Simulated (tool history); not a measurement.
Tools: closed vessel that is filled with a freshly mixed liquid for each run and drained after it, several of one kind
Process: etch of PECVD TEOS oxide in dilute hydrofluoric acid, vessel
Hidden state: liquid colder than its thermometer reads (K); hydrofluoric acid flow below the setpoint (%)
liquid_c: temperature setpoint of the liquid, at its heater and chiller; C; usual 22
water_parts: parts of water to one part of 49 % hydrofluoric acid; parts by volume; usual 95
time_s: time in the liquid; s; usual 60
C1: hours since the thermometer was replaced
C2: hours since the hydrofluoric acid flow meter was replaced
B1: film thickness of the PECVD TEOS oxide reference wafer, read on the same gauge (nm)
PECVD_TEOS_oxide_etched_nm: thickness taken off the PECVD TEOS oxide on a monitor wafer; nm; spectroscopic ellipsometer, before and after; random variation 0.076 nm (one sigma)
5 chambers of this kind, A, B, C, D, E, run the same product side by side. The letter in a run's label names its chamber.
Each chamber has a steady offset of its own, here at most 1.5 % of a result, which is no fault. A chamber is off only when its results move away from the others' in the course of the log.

{"run": "1A", "hour": 4.8, "liquid_c": 22, "water_parts": 95, "time_s": 60, "C1": 134.9, "C2": 1614.1, "B1": 140.02, "PECVD_TEOS_oxide_etched_nm": 8.3133}
{"run": "2B", "hour": 7.3, "liquid_c": 22, "water_parts": 95, "time_s": 60, "C1": 309.8, "C2": 597.8, "B1": 139.99, "PECVD_TEOS_oxide_etched_nm": 8.1541}
{"run": "3D", "hour": 10.0, "liquid_c": 22, "water_parts": 95, "time_s": 60, "C1": 507.9, "C2": 1860.6, "B1": 140.01, "PECVD_TEOS_oxide_etched_nm": 8.2595}
{"run": "4E", "hour": 14.2, "liquid_c": 22, "water_parts": 95, "time_s": 60, "C1": 2058.7, "C2": 1874.0, "B1": 139.92, "PECVD_TEOS_oxide_etched_nm": 8.2612}
{"run": "5C", "hour": 17.3, "liquid_c": 22, "water_parts": 95, "time_s": 60, "C1": 1726.4, "C2": 502.6, "B1": 140.05, "PECVD_TEOS_oxide_etched_nm": 8.1754}
{"run": "6E", "hour": 20.7, "liquid_c": 22, "water_parts": 95, "time_s": 60, "C1": 2065.2, "C2": 1880.5, "B1": 140.03, "PECVD_TEOS_oxide_etched_nm": 8.1971}
{"run": "7C", "hour": 24.0, "liquid_c": 22, "water_parts": 95, "time_s": 60, "C1": 1733.1, "C2": 509.3, "B1": 140.04, "PECVD_TEOS_oxide_etched_nm": 8.3404}
{"run": "8D", "hour": 28.2, "liquid_c": 22, "water_parts": 95, "time_s": 60, "C1": 526.1, "C2": 1878.8, "B1": 140.0, "PECVD_TEOS_oxide_etched_nm": 8.2745}
{"run": "9B", "hour": 33.5, "liquid_c": 22, "water_parts": 95, "time_s": 60, "C1": 336.0, "C2": 624.0, "B1": 139.99, "PECVD_TEOS_oxide_etched_nm": 8.1115}
{"run": "10A", "hour": 36.6, "liquid_c": 22, "water_parts": 95, "time_s": 60, "C1": 166.7, "C2": 1645.9, "B1": 140.0, "PECVD_TEOS_oxide_etched_nm": 8.3453}
{"run": "11D", "hour": 41.4, "liquid_c": 22, "water_parts": 95, "time_s": 60, "C1": 539.3, "C2": 1892.0, "B1": 140.01, "PECVD_TEOS_oxide_etched_nm": 8.3232}
{"run": "12B", "hour": 45.0, "liquid_c": 22, "water_parts": 95, "time_s": 60, "C1": 347.5, "C2": 635.5, "B1": 139.96, "PECVD_TEOS_oxide_etched_nm": 8.2051}
{"run": "13A", "hour": 48.8, "liquid_c": 22, "water_parts": 115, "time_s": 60, "C1": 178.9, "C2": 1658.1, "B1": 139.97, "PECVD_TEOS_oxide_etched_nm": 6.7375}
{"run": "14E", "hour": 52.8, "liquid_c": 22, "water_parts": 115, "time_s": 60, "C1": 2097.3, "C2": 1912.6, "B1": 140.04, "PECVD_TEOS_oxide_etched_nm": 6.6897}
{"run": "15C", "hour": 56.6, "liquid_c": 22, "water_parts": 115, "time_s": 60, "C1": 1765.7, "C2": 541.9, "B1": 140.0, "PECVD_TEOS_oxide_etched_nm": 6.764}
{"run": "16E", "hour": 60.3, "liquid_c": 22, "water_parts": 115, "time_s": 60, "C1": 2104.8, "C2": 1920.1, "B1": 140.02, "PECVD_TEOS_oxide_etched_nm": 6.6683}
{"run": "17C", "hour": 63.9, "liquid_c": 22, "water_parts": 115, "time_s": 60, "C1": 1773.0, "C2": 549.2, "B1": 140.01, "PECVD_TEOS_oxide_etched_nm": 6.8512}
{"run": "18D", "hour": 67.4, "liquid_c": 22, "water_parts": 95, "time_s": 60, "C1": 565.3, "C2": 1918.0, "B1": 140.01, "PECVD_TEOS_oxide_etched_nm": 8.3655}
{"run": "19B", "hour": 71.7, "liquid_c": 22, "water_parts": 95, "time_s": 60, "C1": 374.2, "C2": 662.2, "B1": 140.0, "PECVD_TEOS_oxide_etched_nm": 8.1667}
{"run": "20A", "hour": 76.1, "liquid_c": 22, "water_parts": 95, "time_s": 60, "C1": 206.2, "C2": 1685.4, "B1": 140.05, "PECVD_TEOS_oxide_etched_nm": 8.5014}
{"run": "21C", "hour": 78.7, "liquid_c": 22, "water_parts": 95, "time_s": 60, "C1": 1787.8, "C2": 564.0, "B1": 139.98, "PECVD_TEOS_oxide_etched_nm": 8.3942}
{"run": "22B", "hour": 82.7, "liquid_c": 22, "water_parts": 95, "time_s": 60, "C1": 385.2, "C2": 673.2, "B1": 140.03, "PECVD_TEOS_oxide_etched_nm": 8.2231}
{"run": "23D", "hour": 87.2, "liquid_c": 19, "water_parts": 95, "time_s": 90, "C1": 585.1, "C2": 1937.8, "B1": 140.02, "PECVD_TEOS_oxide_etched_nm": 10.978}
{"run": "24A", "hour": 90.7, "liquid_c": 19, "water_parts": 95, "time_s": 90, "C1": 220.8, "C2": 1700.0, "B1": 139.94, "PECVD_TEOS_oxide_etched_nm": 11.136}
{"run": "25E", "hour": 94.5, "liquid_c": 19, "water_parts": 95, "time_s": 90, "C1": 2139.0, "C2": 1954.3, "B1": 140.03, "PECVD_TEOS_oxide_etched_nm": 10.862}
{"run": "26B", "hour": 97.0, "liquid_c": 19, "water_parts": 95, "time_s": 90, "C1": 399.5, "C2": 687.5, "B1": 139.96, "PECVD_TEOS_oxide_etched_nm": 10.836}
{"run": "27E", "hour": 100.0, "liquid_c": 19, "water_parts": 95, "time_s": 90, "C1": 2144.5, "C2": 1959.8, "B1": 140.04, "PECVD_TEOS_oxide_etched_nm": 10.866}
{"run": "28C", "hour": 102.3, "liquid_c": 22, "water_parts": 95, "time_s": 60, "C1": 1811.4, "C2": 587.6, "B1": 140.01, "PECVD_TEOS_oxide_etched_nm": 8.2483}
{"run": "29D", "hour": 106.8, "liquid_c": 22, "water_parts": 95, "time_s": 60, "C1": 604.7, "C2": 1957.4, "B1": 140.02, "PECVD_TEOS_oxide_etched_nm": 8.2246}
{"run": "30A", "hour": 110.4, "liquid_c": 22, "water_parts": 95, "time_s": 60, "C1": 240.5, "C2": 1719.7, "B1": 139.98, "PECVD_TEOS_oxide_etched_nm": 8.4309}
{"run": "31D", "hour": 113.8, "liquid_c": 22, "water_parts": 95, "time_s": 60, "C1": 611.7, "C2": 1964.4, "B1": 139.96, "PECVD_TEOS_oxide_etched_nm": 8.2384}
{"hour": 116.4, "done": "chamber D: thermometer replaced"}
{"run": "32E", "hour": 118.9, "liquid_c": 22, "water_parts": 95, "time_s": 60, "C1": 2163.4, "C2": 1978.7, "B1": 139.97, "PECVD_TEOS_oxide_etched_nm": 8.3318}
{"run": "33B", "hour": 123.6, "liquid_c": 22, "water_parts": 95, "time_s": 60, "C1": 426.1, "C2": 714.1, "B1": 140.0, "PECVD_TEOS_oxide_etched_nm": 8.2243}
{"run": "34C", "hour": 128.3, "liquid_c": 22, "water_parts": 120, "time_s": 75, "C1": 1837.4, "C2": 613.6, "B1": 140.0, "PECVD_TEOS_oxide_etched_nm": 7.9707}
{"run": "35A", "hour": 133.0, "liquid_c": 22, "water_parts": 120, "time_s": 75, "C1": 263.1, "C2": 1742.3, "B1": 139.97, "PECVD_TEOS_oxide_etched_nm": 7.9527}
{"run": "36C", "hour": 137.9, "liquid_c": 22, "water_parts": 120, "time_s": 75, "C1": 1847.0, "C2": 623.2, "B1": 139.99, "PECVD_TEOS_oxide_etched_nm": 7.9144}
{"run": "37D", "hour": 141.3, "liquid_c": 22, "water_parts": 120, "time_s": 75, "C1": 24.9, "C2": 1991.9, "B1": 140.03, "PECVD_TEOS_oxide_etched_nm": 8.02}

Is one chamber off against the others, does the gauge drift, or is nothing wrong? If a chamber is off, say which, and what the likeliest cause is.

No chamber stands off beyond its own small offset, and the gauge holds steady.

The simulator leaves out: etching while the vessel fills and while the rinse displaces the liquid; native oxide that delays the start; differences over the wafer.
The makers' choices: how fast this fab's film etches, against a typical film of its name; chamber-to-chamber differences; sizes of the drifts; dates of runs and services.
